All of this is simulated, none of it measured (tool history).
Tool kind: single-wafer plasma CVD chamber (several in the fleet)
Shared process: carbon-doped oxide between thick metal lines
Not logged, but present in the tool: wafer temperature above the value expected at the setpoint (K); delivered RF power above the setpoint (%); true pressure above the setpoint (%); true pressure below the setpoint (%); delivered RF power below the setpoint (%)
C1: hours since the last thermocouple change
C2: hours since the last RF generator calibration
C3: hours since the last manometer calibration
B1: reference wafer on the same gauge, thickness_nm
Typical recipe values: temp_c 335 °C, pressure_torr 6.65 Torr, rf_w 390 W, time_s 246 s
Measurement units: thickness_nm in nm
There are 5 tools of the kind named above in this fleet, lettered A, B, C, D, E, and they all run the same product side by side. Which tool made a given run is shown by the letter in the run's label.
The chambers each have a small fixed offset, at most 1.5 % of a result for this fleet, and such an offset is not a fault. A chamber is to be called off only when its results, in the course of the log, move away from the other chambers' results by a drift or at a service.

Run 1D, hour 5: usual settings; C1 1531; C2 369.5; C3 2830; B1 1309.9. Result: thickness_nm 1124.3 nm.
Run 2A, hour 12.2: usual settings; C1 330.4; C2 676.5; C3 2016.6; B1 1309.7. Result: thickness_nm 1126.6 nm.
Run 3B, hour 17.2: usual settings; C1 802.1; C2 74.4; C3 1203.2; B1 1309.9. Result: thickness_nm 1122.6 nm.
Run 4C, hour 21.8: usual settings; C1 786.1; C2 1068.7; C3 2056.3; B1 1309.7. Result: thickness_nm 1140.3 nm.
Run 5E, hour 31: usual settings; C1 884.9; C2 187.4; C3 1231.5; B1 1309.4. Result: thickness_nm 1111.4 nm.
Run 6C, hour 37.9: usual settings; C1 802.2; C2 1084.8; C3 2072.4; B1 1309.3. Result: thickness_nm 1140.7 nm.
Run 7B, hour 45.7: usual settings; C1 830.6; C2 102.9; C3 1231.7; B1 1308.7. Result: thickness_nm 1122.6 nm.
Run 8A, hour 50.6: usual settings; C1 368.8; C2 714.9; C3 2055; B1 1309.2. Result: thickness_nm 1126.9 nm.
Run 9D, hour 58: usual settings; C1 1584; C2 422.5; C3 2883; B1 1309.1. Result: thickness_nm 1125 nm.
Run 10E, hour 66.9: usual settings; C1 920.8; C2 223.3; C3 1267.4; B1 1308.1. Result: thickness_nm 1114.6 nm.
Run 11D, hour 75.5: usual settings; C1 1601.5; C2 440; C3 2900.5; B1 1308. Result: thickness_nm 1124.2 nm.
Run 12E, hour 81: usual settings; C1 934.9; C2 237.4; C3 1281.5; B1 1308.2. Result: thickness_nm 1111.5 nm.
Run 13A, hour 86.4: usual settings; C1 404.6; C2 750.7; C3 2090.8; B1 1308.1. Result: thickness_nm 1124.8 nm.
Run 14C, hour 92.8: usual settings; C1 857.1; C2 1139.7; C3 2127.3; B1 1308.3. Result: thickness_nm 1139.9 nm.
Run 15B, hour 98.9: usual settings; C1 883.8; C2 156.1; C3 1284.9; B1 1307.7. Result: thickness_nm 1121 nm.
Run 16B, hour 105.1: usual settings; C1 890; C2 162.3; C3 1291.1; B1 1307.2. Result: thickness_nm 1120.6 nm.
Run 17E, hour 111.2: usual settings; C1 965.1; C2 267.6; C3 1311.7; B1 1306.9. Result: thickness_nm 1108.6 nm.
Run 18C, hour 117.5: usual settings; C1 881.8; C2 1164.4; C3 2152; B1 1307.3. Result: thickness_nm 1136.8 nm.
Run 19A, hour 123.5: usual settings; C1 441.7; C2 787.8; C3 2127.9; B1 1306.8. Result: thickness_nm 1123.1 nm.
Run 20D, hour 128.3: usual settings; C1 1654.3; C2 492.8; C3 2953.3; B1 1307.2. Result: thickness_nm 1121.8 nm.
Run 21A, hour 133.3: usual settings; C1 451.5; C2 797.6; C3 2137.7; B1 1307. Result: thickness_nm 1126.8 nm.
Run 22C, hour 140.7: usual settings; C1 905; C2 1187.6; C3 2175.2; B1 1306.7. Result: thickness_nm 1136.8 nm.
Run 23D, hour 146.7: usual settings; C1 1672.7; C2 511.2; C3 2971.7; B1 1306.7. Result: thickness_nm 1120.4 nm.
Run 24E, hour 154.2: usual settings; C1 1008.1; C2 310.6; C3 1354.7; B1 1306.5. Result: thickness_nm 1111.3 nm.
Run 25B, hour 160.8: usual settings; C1 945.7; C2 218; C3 1346.8; B1 1305.9. Result: thickness_nm 1119.8 nm.
Run 26E, hour 165.9: usual settings; C1 1019.8; C2 322.3; C3 1366.4; B1 1306.1. Result: thickness_nm 1108.6 nm.
Run 27B, hour 172.6: usual settings; C1 957.5; C2 229.8; C3 1358.6; B1 1305.9. Result: thickness_nm 1117.1 nm.
Run 28A, hour 177.2: usual settings; C1 495.4; C2 841.5; C3 2181.6; B1 1305.2. Result: thickness_nm 1122.9 nm.
Run 29C, hour 182.2: usual settings; C1 946.5; C2 1229.1; C3 2216.7; B1 1305.8. Result: thickness_nm 1135.7 nm.
At hour 185.1: chamber D: capacitance manometer re-zeroed and calibrated.
Run 30D, hour 190.6: usual settings; C1 1716.6; C2 555.1; C3 5.6; B1 1304.9. Result: thickness_nm 1123.9 nm.
Run 31D, hour 197.6: usual settings; C1 1723.6; C2 562.1; C3 12.6; B1 1305.1. Result: thickness_nm 1119.5 nm.
Run 32E, hour 203.7: usual settings; C1 1057.6; C2 360.1; C3 1404.2; B1 1305.5. Result: thickness_nm 1112.9 nm.
Run 33B, hour 209.9: usual settings; C1 994.8; C2 267.1; C3 1395.9; B1 1305.4. Result: thickness_nm 1119.2 nm.
Run 34A, hour 218.9: usual settings; C1 537.1; C2 883.2; C3 2223.3; B1 1304.5. Result: thickness_nm 1123.1 nm.
Run 35C, hour 224.7: usual settings; C1 989; C2 1271.6; C3 2259.2; B1 1305.1. Result: thickness_nm 1134.9 nm.
Run 36D, hour 233.3: usual settings; C1 1759.3; C2 597.8; C3 48.3; B1 1304.5. Result: thickness_nm 1120.9 nm.
Run 37B, hour 241.1: usual settings; C1 1026; C2 298.3; C3 1427.1; B1 1304.6. Result: thickness_nm 1117.4 nm.
Run 38A, hour 248.7: usual settings; C1 566.9; C2 913; C3 2253.1; B1 1304.3. Result: thickness_nm 1121.9 nm.
Run 39C, hour 253.1: usual settings; C1 1017.4; C2 1300; C3 2287.6; B1 1303.9. Result: thickness_nm 1134.2 nm.
Run 40E, hour 259.3: usual settings but pressure_torr 5.27 Torr; C1 1113.2; C2 415.7; C3 1459.8; B1 1303.9. Result: thickness_nm 1075.1 nm.
Run 41C, hour 265.9: usual settings but pressure_torr 5.27 Torr; C1 1030.2; C2 1312.8; C3 2300.4; B1 1303.9. Result: thickness_nm 1102.7 nm.
Run 42B, hour 271.7: usual settings but pressure_torr 5.27 Torr; C1 1056.6; C2 328.9; C3 1457.7; B1 1303.5. Result: thickness_nm 1086.4 nm.
Run 43D, hour 280.8: usual settings but pressure_torr 5.27 Torr; C1 1806.8; C2 645.3; C3 95.8; B1 1303.1. Result: thickness_nm 1090.7 nm.
Run 44E, hour 287: usual settings but pressure_torr 5.27 Torr; C1 1140.9; C2 443.4; C3 1487.5; B1 1303.5. Result: thickness_nm 1077.5 nm.

Read the log: is a single chamber off, either drifting away or since a service, is the gauge that measures every chamber drifting, or is nothing wrong beyond small per-chamber offsets? Name any odd chamber and what most likely caused it.

Every chamber seems to shift together because the gauge that measures them all drifts; the chambers themselves are fine.
Likeliest cause: gauge reads low (%) = 0.523.
